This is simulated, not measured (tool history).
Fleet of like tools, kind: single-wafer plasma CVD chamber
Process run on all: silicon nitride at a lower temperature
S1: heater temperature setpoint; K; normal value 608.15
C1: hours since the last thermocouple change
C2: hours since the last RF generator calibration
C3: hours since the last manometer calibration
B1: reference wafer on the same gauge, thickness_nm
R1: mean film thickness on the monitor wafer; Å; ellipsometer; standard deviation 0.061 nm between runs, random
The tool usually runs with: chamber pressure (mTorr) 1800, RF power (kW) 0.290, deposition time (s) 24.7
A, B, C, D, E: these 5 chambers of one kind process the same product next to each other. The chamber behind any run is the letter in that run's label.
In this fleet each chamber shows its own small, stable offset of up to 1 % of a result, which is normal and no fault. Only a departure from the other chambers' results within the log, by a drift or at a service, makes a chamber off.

Run 1B, hour 2.5: usual settings; C1 352.4; C2 366.6; C3 805.6; B1 33.796. Result: R1 296.36 Å.
Run 2A, hour 7.4: usual settings; C1 1321.1; C2 452.0; C3 1242.0; B1 33.793. Result: R1 294.26 Å.
Run 3C, hour 12.7: usual settings; C1 372.8; C2 1762.3; C3 1808.4; B1 33.795. Result: R1 294.00 Å.
At hour 13.7: chamber C: capacitance manometer re-zeroed and calibrated.
Run 4E, hour 15.7: usual settings; C1 1003.7; C2 1132.3; C3 342.8; B1 33.808. Result: R1 293.91 Å.
Run 5D, hour 19.7: usual settings but deposition time (s) 29.1; C1 62.3; C2 821.8; C3 1066.7; B1 33.794. Result: R1 345.44 Å.
Run 6C, hour 24.2: usual settings but deposition time (s) 29.1; C1 384.3; C2 1773.8; C3 10.5; B1 33.797. Result: R1 347.55 Å.
Run 7D, hour 29.0: usual settings but deposition time (s) 29.1; C1 71.6; C2 831.1; C3 1076.0; B1 33.815. Result: R1 344.56 Å.
Run 8E, hour 33.0: usual settings but deposition time (s) 29.1; C1 1021.0; C2 1149.6; C3 360.1; B1 33.799. Result: R1 346.36 Å.
Run 9A, hour 38.5: usual settings but deposition time (s) 29.1; C1 1352.2; C2 483.1; C3 1273.1; B1 33.802. Result: R1 345.12 Å.
Run 10B, hour 43.1: usual settings; C1 393.0; C2 407.2; C3 846.2; B1 33.799. Result: R1 296.45 Å.
Run 11E, hour 48.2: usual settings but chamber pressure (mTorr) 1640, RF power (kW) 0.340; C1 1036.2; C2 1164.8; C3 375.3; B1 33.798. Result: R1 319.00 Å.
Run 12B, hour 52.6: usual settings but chamber pressure (mTorr) 1640, RF power (kW) 0.340; C1 402.5; C2 416.7; C3 855.7; B1 33.810. Result: R1 321.72 Å.
Run 13C, hour 57.2: usual settings but chamber pressure (mTorr) 1640, RF power (kW) 0.340; C1 417.3; C2 1806.8; C3 43.5; B1 33.787. Result: R1 320.61 Å.
Run 14A, hour 61.6: usual settings but chamber pressure (mTorr) 1640, RF power (kW) 0.340; C1 1375.3; C2 506.2; C3 1296.2; B1 33.781. Result: R1 318.35 Å.
Run 15D, hour 65.3: usual settings but chamber pressure (mTorr) 1640, RF power (kW) 0.340; C1 107.9; C2 867.4; C3 1112.3; B1 33.799. Result: R1 317.50 Å.
Run 16C, hour 70.7: usual settings; C1 430.8; C2 1820.3; C3 57.0; B1 33.809. Result: R1 295.03 Å.
Run 17B, hour 75.2: usual settings; C1 425.1; C2 439.3; C3 878.3; B1 33.797. Result: R1 296.23 Å.
Run 18E, hour 79.4: usual settings; C1 1067.4; C2 1196.0; C3 406.5; B1 33.801. Result: R1 294.08 Å.
Run 19D, hour 82.6: usual settings; C1 125.2; C2 884.7; C3 1129.6; B1 33.806. Result: R1 291.05 Å.
Run 20A, hour 86.5: usual settings; C1 1400.2; C2 531.1; C3 1321.1; B1 33.796. Result: R1 293.63 Å.
Run 21D, hour 89.0: usual settings; C1 131.6; C2 891.1; C3 1136.0; B1 33.803. Result: R1 291.20 Å.
Run 22E, hour 91.6: usual settings; C1 1079.6; C2 1208.2; C3 418.7; B1 33.795. Result: R1 292.86 Å.
Run 23C, hour 94.2: usual settings; C1 454.3; C2 1843.8; C3 80.5; B1 33.804. Result: R1 295.14 Å.
Run 24B, hour 99.1: usual settings; C1 449.0; C2 463.2; C3 902.2; B1 33.785. Result: R1 296.47 Å.
Run 25A, hour 103.4: usual settings but S1 597.15 K, chamber pressure (mTorr) 1470; C1 1417.1; C2 548.0; C3 1338.0; B1 33.803. Result: R1 279.13 Å.
Run 26D, hour 106.2: usual settings but S1 597.15 K, chamber pressure (mTorr) 1470; C1 148.8; C2 908.3; C3 1153.2; B1 33.795. Result: R1 276.21 Å.
Run 27A, hour 108.7: usual settings but S1 597.15 K, chamber pressure (mTorr) 1470; C1 1422.4; C2 553.3; C3 1343.3; B1 33.823. Result: R1 278.25 Å.
Run 28B, hour 111.7: usual settings but S1 597.15 K, chamber pressure (mTorr) 1470; C1 461.6; C2 475.8; C3 914.8; B1 33.806. Result: R1 281.87 Å.
Run 29C, hour 117.1: usual settings but S1 597.15 K, chamber pressure (mTorr) 1470; C1 477.2; C2 1866.7; C3 103.4; B1 33.804. Result: R1 278.40 Å.
Run 30E, hour 122.0: usual settings; C1 1110.0; C2 1238.6; C3 449.1; B1 33.803. Result: R1 294.51 Å.
Run 31B, hour 127.2: usual settings; C1 477.1; C2 491.3; C3 930.3; B1 33.808. Result: R1 296.77 Å.
Run 32C, hour 131.3: usual settings; C1 491.4; C2 1880.9; C3 117.6; B1 33.798. Result: R1 292.72 Å.
Run 33E, hour 136.3: usual settings; C1 1124.3; C2 1252.9; C3 463.4; B1 33.797. Result: R1 294.11 Å.
Run 34A, hour 141.1: usual settings; C1 1454.8; C2 585.7; C3 1375.7; B1 33.801. Result: R1 293.97 Å.
Run 35D, hour 144.2: usual settings but RF power (kW) 0.240; C1 186.8; C2 946.3; C3 1191.2; B1 33.792. Result: R1 252.35 Å.

Has any chamber moved away from the others, gradually or after a service, or does the common gauge drift, or do the chambers differ only by their own small steady offsets? State the chamber and the most likely cause if one applies.

It is chamber D that slowly wanders off from its peers.
Cause: delivered RF power below the setpoint (%) = 2.74.
The log may not separate it from: true pressure below the setpoint (%).

Here are 4 candidates for chamber D's next run, each the usual settings with a change, their results left as question marks. Which one brings its results back in line with what the others give on the usual settings?
A result is in line if it is within this distance of the other chambers' mean on the usual settings: R1 2.40 Å
Run 36D-1, hour 148.2: usual settings but deposition time (s) 24.9. Result: R1 ?.
Run 36D-2, hour 148.2: usual settings but RF power (kW) 0.295, deposition time (s) 25.0. Result: R1 ?.
Run 36D-3, hour 148.2: usual settings but chamber pressure (mTorr) 1790, deposition time (s) 24.5. Result: R1 ?.
Run 36D-4, hour 148.2: usual settings but chamber pressure (mTorr) 1640. Result: R1 ?.

The other chambers' mean on the usual settings: R1 294.52 Å
  run      R1
36D-1  289.69
36D-2  294.30
36D-3  284.62
36D-4  280.30
The right change is 36D-2: it brings the chamber back within the allowed miss of the others.
